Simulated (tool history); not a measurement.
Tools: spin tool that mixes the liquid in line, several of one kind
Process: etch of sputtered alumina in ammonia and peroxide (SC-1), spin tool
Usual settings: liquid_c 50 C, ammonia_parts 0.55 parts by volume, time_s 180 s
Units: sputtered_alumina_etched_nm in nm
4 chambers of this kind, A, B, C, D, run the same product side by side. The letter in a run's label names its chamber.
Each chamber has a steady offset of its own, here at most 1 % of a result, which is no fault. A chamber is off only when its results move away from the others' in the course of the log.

run   hour  liquid_c  ammonia_parts  time_s  hours since the thermometer was replaced  hours since the ammonia flow meter was replaced  hours since the heated supply line was repaired  hours since the drum of ammonia solution was connected  read-back film thickness of the sputtered alumina reference wafer, read on the same gauge (nm)  sputtered_alumina_etched_nm
 1D    3.9        50           0.55     180                                      82.6                                             75.7                                           1173.7                                                    99.8                                                                                           49.99                       9.4481
 2B   10.1        50           0.55     180                                     255.4                                            443.7                                            194.1                                                   932.8                                                                                          49.981                       9.4387
 3C     15        50           0.55     180                                    1486.2                                           1608.8                                            890.3                                                   384.3                                                                                           49.99                       9.5321
 4A   18.7        50           0.55     180                                    1622.6                                             91.1                                            662.8                                                   461.9                                                                                          49.986                       9.4094
 5A   22.7        50           0.55     180                                    1626.6                                             95.1                                            666.8                                                   465.9                                                                                          49.995                       9.4166
 6B     27        54           0.55     180                                     272.3                                            460.6                                              211                                                   949.7                                                                                          49.953                       11.748
 7D   30.1        54           0.55     180                                     108.8                                            101.9                                           1199.9                                                     126                                                                                          49.989                       11.871
 8C   35.6        54           0.55     180                                    1506.8                                           1629.4                                            910.9                                                   404.9                                                                                          50.015                       11.938
 9A   39.3        54           0.55     180                                    1643.2                                            111.7                                            683.4                                                   482.5                                                                                          50.024                       11.817
10C   45.2        50            0.7     105                                    1516.4                                             1639                                            920.5                                                   414.5                                                                                          50.013                       5.6775
11D   50.1        50            0.7     105                                     128.8                                            121.9                                           1219.9                                                     146                                                                                          50.008                       5.6357
12B     57        50            0.7     105                                     302.3                                            490.6                                              241                                                   979.7                                                                                          50.014                       5.7106
13B   63.6        50            0.7     105                                     308.9                                            497.2                                            247.6                                                   986.3                                                                                          50.016                       5.6652
14C   68.7        50           0.55     180                                    1539.9                                           1662.5                                              944                                                     438                                                                                          50.002                       9.4381
15A   74.1        54           0.55     275                                      1678                                            146.5                                            718.2                                                   517.3                                                                                          50.002                       17.866
16D   80.3        54           0.55     275                                       159                                            152.1                                           1250.1                                                   176.2                                                                                          50.001                       17.934
      85.7  -- chamber A: new drum of ammonia solution connected
17A   86.7        54           0.55     275                                    1690.6                                            159.1                                            730.8                                                       1                                                                                          49.965                        18.01
18C   93.3        54           0.55     275                                    1564.5                                           1687.1                                            968.6                                                   462.6                                                                                          50.023                       17.406
19D   99.8        50           0.55     180                                     178.5                                            171.6                                           1269.6                                                   195.7                                                                                          49.976                       9.4235
20B  103.5        50           0.55     180                                     348.8                                            537.1                                            287.5                                                  1026.2                                                                                          50.002                       9.3889
     106.5  -- chamber B: new drum of ammonia solution connected
21C  106.8        50           0.55     180                                      1578                                           1700.6                                            982.1                                                   476.1                                                                                          49.983                        9.209
22D  111.2        50           0.55     140                                     189.9                                              183                                             1281                                                   207.1                                                                                          49.974                        7.408
       113  -- chamber A: heated supply line repaired
23A  116.6        50           0.55     140                                    1720.5                                              189                                              3.7                                                    30.9                                                                                          50.006                       7.3564
24B  119.9        50           0.55     140                                     365.2                                            553.5                                            303.9                                                    13.5                                                                                          50.011                       7.4185
25A  123.8        50           0.55     140                                    1727.7                                            196.2                                             10.9                                                    38.1                                                                                          49.972                        7.386
26C  130.8        50           0.55     180                                      1602                                           1724.6                                           1006.1                                                   500.1                                                                                          49.961                       9.0528
27B  137.9        50           0.55     180                                     383.2                                            571.5                                            321.9                                                    31.5                                                                                           49.99                       9.5518

What goes on in this fleet: one chamber off, a drifting gauge, or nothing beyond the chambers' own small offsets? Name the chamber and the cause, if any.

Chamber C drifts away from the others.
Cause: liquid colder than its thermometer reads (K) = 1.15.
The log may not tell that from: temperature lost on the way to the wafer (K).

Here are 4 candidates for chamber C's next run, each the usual settings with a change, their results left as question marks. Which one brings its results back in line with what the others give on the usual settings?
In line means no further than this from the other chambers' mean on the usual settings: sputtered_alumina_etched_nm 0.15 nm
28C-1   143        49           0.55     180                                                                                                                                                                                                                                                                                                                                ?
28C-2   143        50           0.55     200                                                                                                                                                                                                                                                                                                                                ?
28C-3   143        50            0.2     180                                                                                                                                                                                                                                                                                                                                ?
28C-4   143      50.5           0.55     185                                                                                                                                                                                                                                                                                                                                ?

The other chambers' mean on the usual settings: sputtered_alumina_etched_nm 9.4637 nm
  run  sputtered_alumina_etched_nm
28C-1                       8.4783
28C-2                        9.965
28C-3                       8.1248
28C-4                       9.4763
28C-4 brings the chamber back in line.
